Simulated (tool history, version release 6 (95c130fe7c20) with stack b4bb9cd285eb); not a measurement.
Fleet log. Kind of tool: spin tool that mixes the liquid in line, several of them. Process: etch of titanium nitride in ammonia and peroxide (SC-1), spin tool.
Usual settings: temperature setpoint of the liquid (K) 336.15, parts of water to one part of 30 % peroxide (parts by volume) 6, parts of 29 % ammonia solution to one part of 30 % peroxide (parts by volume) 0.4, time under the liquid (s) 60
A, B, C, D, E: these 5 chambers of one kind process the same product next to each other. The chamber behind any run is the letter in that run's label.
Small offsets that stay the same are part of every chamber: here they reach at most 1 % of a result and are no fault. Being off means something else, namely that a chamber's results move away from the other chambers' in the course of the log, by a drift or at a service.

| run | hour | temperature setpoint of the liquid (K) | parts of water to one part of 30 % peroxide (parts by volume) | parts of 29 % ammonia solution to one part of 30 % peroxide (parts by volume) | time under the liquid (s) | hours since the thermometer was replaced | hours since the ammonia flow meter was replaced | hours since the heated supply line was repaired | hours since the drum of ammonia solution was connected | read-back film thickness of the titanium nitride reference wafer, read on the same gauge (nm) | thickness taken off the titanium nitride on a monitor wafer (nm) |
|---|---|---|---|---|---|---|---|---|---|---|---|
| 1D | 12.0 | 336.15 | 6 | 0.4 | 60 | 460.9 | 164.9 | 900.2 | 46.3 | 69.995 | 12.9770 |
| 2B | 21.1 | 336.15 | 6 | 0.4 | 60 | 539.5 | 382.0 | 1882.6 | 88.4 | 70.000 | 13.1000 |
| 3E | 33.9 | 336.15 | 6 | 0.4 | 60 | 978.1 | 45.8 | 846.9 | 452.7 | 69.995 | 12.9980 |
| 4A | 43.0 | 336.15 | 6 | 0.4 | 60 | 934.1 | 504.9 | 1060.8 | 632.2 | 70.000 | 13.1180 |
| 5C | 58.0 | 336.15 | 6 | 0.4 | 60 | 754.5 | 781.3 | 2692.3 | 135.5 | 70.008 | 13.1480 |
| 6B | 68.8 | 336.15 | 6 | 0.4 | 60 | 587.2 | 429.7 | 1930.3 | 136.1 | 69.992 | 13.0170 |
| 7D | 77.2 | 336.15 | 6 | 0.4 | 60 | 526.1 | 230.1 | 965.4 | 111.5 | 69.986 | 13.0160 |
| 8E | 92.2 | 336.15 | 6 | 0.4 | 60 | 1036.4 | 104.1 | 905.2 | 511.0 | 69.990 | 13.0150 |
| 9A | 100.0 | 336.15 | 6 | 0.4 | 60 | 991.1 | 561.9 | 1117.8 | 689.2 | 70.020 | 13.0010 |
| 10C | 112.1 | 336.15 | 6 | 0.4 | 60 | 808.6 | 835.4 | 2746.4 | 189.6 | 70.013 | 13.0870 |
| 11A | 126.5 | 336.15 | 6 | 0.4 | 60 | 1017.6 | 588.4 | 1144.3 | 715.7 | 69.995 | 12.9770 |
| 12C | 135.3 | 336.15 | 6 | 0.4 | 60 | 831.8 | 858.6 | 2769.6 | 212.8 | 69.994 | 13.1840 |
| 13B | 142.7 | 336.15 | 6 | 0.4 | 60 | 661.1 | 503.6 | 2004.2 | 210.0 | 70.005 | 13.0560 |
| 14E | 158.9 | 336.15 | 6 | 0.4 | 60 | 1103.1 | 170.8 | 971.9 | 577.7 | 69.994 | 12.8270 |
| 15D | 168.5 | 336.15 | 6 | 0.4 | 60 | 617.4 | 321.4 | 1056.7 | 202.8 | 69.970 | 12.9320 |
| 16C | 183.9 | 336.15 | 6 | 0.4 | 60 | 880.4 | 907.2 | 2818.2 | 261.4 | 69.998 | 13.2690 |
| 17A | 198.1 | 336.15 | 6 | 0.4 | 60 | 1089.2 | 660.0 | 1215.9 | 787.3 | 69.991 | 12.6190 |
| 18E | 210.5 | 336.15 | 6 | 0.4 | 60 | 1154.7 | 222.4 | 1023.5 | 629.3 | 69.990 | 12.9580 |
| 19B | 224.3 | 336.15 | 6 | 0.4 | 60 | 742.7 | 585.2 | 2085.8 | 291.6 | 70.021 | 13.0550 |
| 20D | 234.3 | 336.15 | 6 | 0.4 | 60 | 683.2 | 387.2 | 1122.5 | 268.6 | 70.001 | 12.9770 |
| 21A | 245.3 | 336.15 | 6 | 0.4 | 60 | 1136.4 | 707.2 | 1263.1 | 834.5 | 69.986 | 12.5790 |
|  | 254.2 | chamber B: new drum of ammonia solution connected |
| 22B | 261.3 | 336.15 | 6 | 0.4 | 60 | 779.7 | 622.2 | 2122.8 | 7.2 | 70.001 | 13.0510 |
| 23C | 271.3 | 336.15 | 6 | 0.4 | 60 | 967.8 | 994.6 | 2905.6 | 348.8 | 69.982 | 13.0940 |
| 24D | 279.1 | 336.15 | 6 | 0.4 | 45 | 728.0 | 432.0 | 1167.3 | 313.4 | 70.011 | 9.8010 |
| 25E | 290.0 | 336.15 | 6 | 0.4 | 45 | 1234.2 | 301.9 | 1103.0 | 708.8 | 70.004 | 9.7163 |
| 26D | 297.9 | 336.15 | 6 | 0.4 | 45 | 746.8 | 450.8 | 1186.1 | 332.2 | 70.010 | 9.7588 |
| 27C | 308.8 | 336.15 | 6 | 0.4 | 45 | 1005.3 | 1032.1 | 2943.1 | 386.3 | 70.005 | 9.9324 |
|  | 311.6 | chamber A: new drum of ammonia solution connected |
| 28A | 320.7 | 336.15 | 6 | 0.4 | 45 | 1211.8 | 782.6 | 1338.5 | 9.1 | 69.998 | 9.3227 |
| 29B | 330.9 | 336.15 | 6 | 0.4 | 60 | 849.3 | 691.8 | 2192.4 | 76.8 | 70.004 | 13.0210 |
| 30E | 339.4 | 336.15 | 6 | 0.4 | 60 | 1283.6 | 351.3 | 1152.4 | 758.2 | 69.977 | 13.0850 |
|  | 343.7 | chamber D: ammonia flow meter replaced |
|  | 346.6 | chamber D: new drum of ammonia solution connected |
| 31B | 350.1 | 336.15 | 6 | 0.4 | 60 | 868.5 | 711.0 | 2211.6 | 96.0 | 69.980 | 13.1090 |
| 32D | 357.7 | 336.15 | 6 | 0.4 | 60 | 806.6 | 14.0 | 1245.9 | 11.1 | 70.006 | 13.0650 |
| 33A | 367.6 | 341.65 | 6 | 0.5 | 60 | 1258.7 | 829.5 | 1385.4 | 56.0 | 69.997 | 18.0580 |
| 34E | 380.3 | 341.65 | 6 | 0.5 | 60 | 1324.5 | 392.2 | 1193.3 | 799.1 | 70.002 | 19.3000 |

All 5 chambers run these settings next. Forecast each chamber's results:
| 35A | 392.0 | 336.15 | 6 | 0.4 | 60 |  |  |  |  |  | ? |
| 35B | 392.0 | 336.15 | 6 | 0.4 | 60 |  |  |  |  |  | ? |
| 35C | 392.0 | 336.15 | 6 | 0.4 | 60 |  |  |  |  |  | ? |
| 35D | 392.0 | 336.15 | 6 | 0.4 | 60 |  |  |  |  |  | ? |
| 35E | 392.0 | 336.15 | 6 | 0.4 | 60 |  |  |  |  |  | ? |

| run | thickness taken off the titanium nitride on a monitor wafer (nm) |
|---|---|
| 35A | 12.3250 |
| 35B | 12.9320 |
| 35C | 13.3050 |
| 35D | 12.8690 |
| 35E | 13.0830 |
